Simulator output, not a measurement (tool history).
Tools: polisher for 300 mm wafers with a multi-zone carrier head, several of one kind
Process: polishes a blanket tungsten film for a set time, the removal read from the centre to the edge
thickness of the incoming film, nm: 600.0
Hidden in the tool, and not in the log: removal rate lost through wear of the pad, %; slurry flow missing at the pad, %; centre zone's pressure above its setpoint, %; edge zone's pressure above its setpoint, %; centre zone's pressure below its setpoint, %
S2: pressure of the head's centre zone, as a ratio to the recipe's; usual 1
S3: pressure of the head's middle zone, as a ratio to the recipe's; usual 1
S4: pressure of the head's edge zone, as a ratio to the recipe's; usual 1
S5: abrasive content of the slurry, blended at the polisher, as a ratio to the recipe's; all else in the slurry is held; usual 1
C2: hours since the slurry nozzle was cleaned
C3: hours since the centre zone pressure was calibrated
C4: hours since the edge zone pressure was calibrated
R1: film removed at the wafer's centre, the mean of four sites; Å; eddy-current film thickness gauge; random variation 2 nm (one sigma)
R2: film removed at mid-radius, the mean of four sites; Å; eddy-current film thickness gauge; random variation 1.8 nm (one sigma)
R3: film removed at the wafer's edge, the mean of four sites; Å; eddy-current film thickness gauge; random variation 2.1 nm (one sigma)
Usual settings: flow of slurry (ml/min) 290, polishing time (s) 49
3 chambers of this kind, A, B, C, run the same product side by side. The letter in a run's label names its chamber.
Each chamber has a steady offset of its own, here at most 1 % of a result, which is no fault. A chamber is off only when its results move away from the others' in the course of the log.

{"hour": 2.9, "done": "chamber B: worn pad replaced by a new one"}
{"hour": 4.2, "done": "chamber A: worn pad replaced by a new one"}
{"run": "1B", "hour": 7.3, "flow of slurry (ml/min)": 290, "S2": 1, "S3": 1, "S4": 1, "S5": 1, "polishing time (s)": 49, "wafers polished on this pad": 66, "C2": 143, "C3": 127.3, "C4": 932.3, "R1": 2203.1, "R2": 2170.6, "R3": 2181.1}
{"hour": 7.5, "done": "chamber C: worn pad replaced by a new one"}
{"run": "2A", "hour": 19.1, "flow of slurry (ml/min)": 290, "S2": 1, "S3": 1, "S4": 1, "S5": 1, "polishing time (s)": 49, "wafers polished on this pad": 222, "C2": 194.4, "C3": 713.1, "C4": 438.1, "R1": 2157.3, "R2": 2138, "R3": 2147.1}
{"hour": 19.9, "done": "chamber B: edge zone pressure recalibrated"}
{"run": "3C", "hour": 30.8, "flow of slurry (ml/min)": 290, "S2": 1, "S3": 1, "S4": 1, "S5": 1, "polishing time (s)": 49, "wafers polished on this pad": 348, "C2": 420.9, "C3": 338.1, "C4": 1059.1, "R1": 2164.6, "R2": 2131.8, "R3": 2166.9}
{"run": "4C", "hour": 45.7, "flow of slurry (ml/min)": 290, "S2": 1, "S3": 1, "S4": 1, "S5": 1, "polishing time (s)": 49, "wafers polished on this pad": 570, "C2": 435.8, "C3": 353, "C4": 1074, "R1": 2140.6, "R2": 2127.3, "R3": 2145.7}
{"run": "5A", "hour": 54.1, "flow of slurry (ml/min)": 290, "S2": 1, "S3": 1, "S4": 1, "S5": 1, "polishing time (s)": 49, "wafers polished on this pad": 744, "C2": 229.4, "C3": 748.1, "C4": 473.1, "R1": 2138.1, "R2": 2135.6, "R3": 2153.4}
{"hour": 57.6, "done": "chamber C: edge zone pressure recalibrated"}
{"hour": 62.0, "done": "chamber B: worn pad replaced by a new one"}
{"run": "6B", "hour": 67.5, "flow of slurry (ml/min)": 290, "S2": 1, "S3": 1, "S4": 1, "S5": 1, "polishing time (s)": 49, "wafers polished on this pad": 82, "C2": 203.2, "C3": 187.5, "C4": 47.6, "R1": 2174.2, "R2": 2137.7, "R3": 2174.5}
{"hour": 69.8, "done": "chamber C: worn pad replaced by a new one"}
{"hour": 74.0, "done": "chamber A: worn pad replaced by a new one"}
{"run": "7A", "hour": 79.2, "flow of slurry (ml/min)": 290, "S2": 1, "S3": 1, "S4": 1, "S5": 1, "polishing time (s)": 49, "wafers polished on this pad": 78, "C2": 254.5, "C3": 773.2, "C4": 498.2, "R1": 2121.1, "R2": 2127.4, "R3": 2201.8}
{"run": "8C", "hour": 88.4, "flow of slurry (ml/min)": 290, "S2": 1, "S3": 1, "S4": 1, "S5": 1, "polishing time (s)": 49, "wafers polished on this pad": 278, "C2": 478.5, "C3": 395.7, "C4": 30.8, "R1": 2155, "R2": 2146.5, "R3": 2183.3}
{"run": "9B", "hour": 101.2, "flow of slurry (ml/min)": 290, "S2": 1, "S3": 1, "S4": 1, "S5": 1, "polishing time (s)": 49, "wafers polished on this pad": 585, "C2": 236.9, "C3": 221.2, "C4": 81.3, "R1": 2197.4, "R2": 2176.9, "R3": 2170.9}
{"run": "10B", "hour": 115.5, "flow of slurry (ml/min)": 290, "S2": 1, "S3": 1, "S4": 1, "S5": 1, "polishing time (s)": 49, "wafers polished on this pad": 798, "C2": 251.2, "C3": 235.5, "C4": 95.6, "R1": 2169.2, "R2": 2144.4, "R3": 2177.5}
{"hour": 123.5, "done": "chamber B: worn pad replaced by a new one"}
{"hour": 124.4, "done": "chamber C: worn pad replaced by a new one"}
{"run": "11A", "hour": 129.4, "flow of slurry (ml/min)": 290, "S2": 1, "S3": 1, "S4": 1, "S5": 1, "polishing time (s)": 49, "wafers polished on this pad": 827, "C2": 304.7, "C3": 823.4, "C4": 548.4, "R1": 2126, "R2": 2134.8, "R3": 2205.4}
{"run": "12C", "hour": 138.5, "flow of slurry (ml/min)": 290, "S2": 1, "S3": 1, "S4": 1, "S5": 1, "polishing time (s)": 49, "wafers polished on this pad": 211, "C2": 528.6, "C3": 445.8, "C4": 80.9, "R1": 2178.1, "R2": 2140.5, "R3": 2130.2}
{"run": "13B", "hour": 148.4, "flow of slurry (ml/min)": 290, "S2": 1, "S3": 1, "S4": 1, "S5": 1, "polishing time (s)": 49, "wafers polished on this pad": 372, "C2": 284.1, "C3": 268.4, "C4": 128.5, "R1": 2185.4, "R2": 2169.3, "R3": 2167}
{"run": "14C", "hour": 156.9, "flow of slurry (ml/min)": 210, "S2": 1, "S3": 1, "S4": 1, "S5": 1, "polishing time (s)": 49, "wafers polished on this pad": 485, "C2": 547, "C3": 464.2, "C4": 99.3, "R1": 2068.4, "R2": 2064.7, "R3": 2072.7}
{"hour": 159.1, "done": "chamber A: worn pad replaced by a new one"}
{"run": "15A", "hour": 171.0, "flow of slurry (ml/min)": 210, "S2": 1, "S3": 1, "S4": 1, "S5": 1, "polishing time (s)": 49, "wafers polished on this pad": 177, "C2": 346.3, "C3": 865, "C4": 590, "R1": 2057.9, "R2": 2060, "R3": 2115.3}
{"hour": 176.0, "done": "chamber A: edge zone pressure recalibrated"}
{"run": "16A", "hour": 185.7, "flow of slurry (ml/min)": 210, "S2": 1, "S3": 1, "S4": 1, "S5": 1, "polishing time (s)": 49, "wafers polished on this pad": 397, "C2": 361, "C3": 879.7, "C4": 9.8, "R1": 2067.2, "R2": 2093.6, "R3": 2120.9}
{"hour": 188.9, "done": "chamber C: worn pad replaced by a new one"}
{"hour": 194.8, "done": "chamber B: worn pad replaced by a new one"}
{"run": "17B", "hour": 199.0, "flow of slurry (ml/min)": 290, "S2": 1, "S3": 1, "S4": 1, "S5": 1, "polishing time (s)": 49, "wafers polished on this pad": 63, "C2": 334.7, "C3": 319, "C4": 179.1, "R1": 2139.7, "R2": 2171.5, "R3": 2167.6}
{"run": "18C", "hour": 205.7, "flow of slurry (ml/min)": 290, "S2": 1, "S3": 1, "S4": 1, "S5": 1, "polishing time (s)": 49, "wafers polished on this pad": 251, "C2": 595.8, "C3": 513, "C4": 148.1, "R1": 2156.3, "R2": 2140.6, "R3": 2130.1}
{"run": "19C", "hour": 216.2, "flow of slurry (ml/min)": 290, "S2": 1, "S3": 1, "S4": 1, "S5": 1, "polishing time (s)": 49, "wafers polished on this pad": 407, "C2": 606.3, "C3": 523.5, "C4": 158.6, "R1": 2191.5, "R2": 2144.6, "R3": 2124.2}
{"hour": 226.2, "done": "chamber A: centre zone pressure recalibrated"}
{"run": "20A", "hour": 227.5, "flow of slurry (ml/min)": 290, "S2": 1, "S3": 1, "S4": 1, "S5": 1, "polishing time (s)": 65, "wafers polished on this pad": 1020, "C2": 402.8, "C3": 1.4, "C4": 51.6, "R1": 2816.4, "R2": 2831.2, "R3": 2853.3}
{"hour": 228.6, "done": "chamber C: slurry nozzle cleaned"}
{"run": "21B", "hour": 236.9, "flow of slurry (ml/min)": 290, "S2": 1, "S3": 1, "S4": 1, "S5": 1, "polishing time (s)": 65, "wafers polished on this pad": 629, "C2": 372.6, "C3": 356.9, "C4": 217, "R1": 2888.3, "R2": 2841.9, "R3": 2876.3}
{"hour": 243.9, "done": "chamber C: worn pad replaced by a new one"}
{"hour": 247.5, "done": "chamber A: worn pad replaced by a new one"}
{"run": "22C", "hour": 248.0, "flow of slurry (ml/min)": 290, "S2": 1, "S3": 1, "S4": 1, "S5": 1, "polishing time (s)": 65, "wafers polished on this pad": 61, "C2": 19.5, "C3": 555.3, "C4": 190.4, "R1": 2838.4, "R2": 2844.4, "R3": 2857.3}
{"run": "23B", "hour": 260.5, "flow of slurry (ml/min)": 290, "S2": 1, "S3": 1, "S4": 1, "S5": 1, "polishing time (s)": 49, "wafers polished on this pad": 981, "C2": 396.2, "C3": 380.5, "C4": 240.6, "R1": 2174.2, "R2": 2149, "R3": 2186.9}
{"hour": 264.0, "done": "chamber B: worn pad replaced by a new one"}
{"run": "24A", "hour": 272.2, "flow of slurry (ml/min)": 290, "S2": 1, "S3": 1, "S4": 1, "S5": 1, "polishing time (s)": 49, "wafers polished on this pad": 369, "C2": 447.5, "C3": 46.1, "C4": 96.3, "R1": 2120.1, "R2": 2157.4, "R3": 2155}
{"run": "25B", "hour": 279.4, "flow of slurry (ml/min)": 290, "S2": 0.95, "S3": 1, "S4": 1, "S5": 1, "polishing time (s)": 49, "wafers polished on this pad": 229, "C2": 415.1, "C3": 399.4, "C4": 259.5, "R1": 2020.3, "R2": 2161.6, "R3": 2182.5}
{"run": "26C", "hour": 294.1, "flow of slurry (ml/min)": 290, "S2": 0.95, "S3": 1, "S4": 1, "S5": 1, "polishing time (s)": 49, "wafers polished on this pad": 749, "C2": 65.6, "C3": 601.4, "C4": 236.5, "R1": 2029.4, "R2": 2160.5, "R3": 2181.9}
{"run": "27A", "hour": 302.1, "flow of slurry (ml/min)": 290, "S2": 0.95, "S3": 1, "S4": 1, "S5": 1, "polishing time (s)": 49, "wafers polished on this pad": 815, "C2": 477.4, "C3": 76, "C4": 126.2, "R1": 2020.8, "R2": 2157.1, "R3": 2146.9}
{"run": "28A", "hour": 313.9, "flow of slurry (ml/min)": 290, "S2": 1, "S3": 1, "S4": 1, "S5": 1, "polishing time (s)": 49, "wafers polished on this pad": 991, "C2": 489.2, "C3": 87.8, "C4": 138, "R1": 2142, "R2": 2127.2, "R3": 2176.9}

What goes on in this fleet: one chamber off, a drifting gauge, or nothing beyond the chambers' own small offsets? Name the chamber and the cause, if any.

No chamber stands off beyond its own small offset, and the gauge holds steady.

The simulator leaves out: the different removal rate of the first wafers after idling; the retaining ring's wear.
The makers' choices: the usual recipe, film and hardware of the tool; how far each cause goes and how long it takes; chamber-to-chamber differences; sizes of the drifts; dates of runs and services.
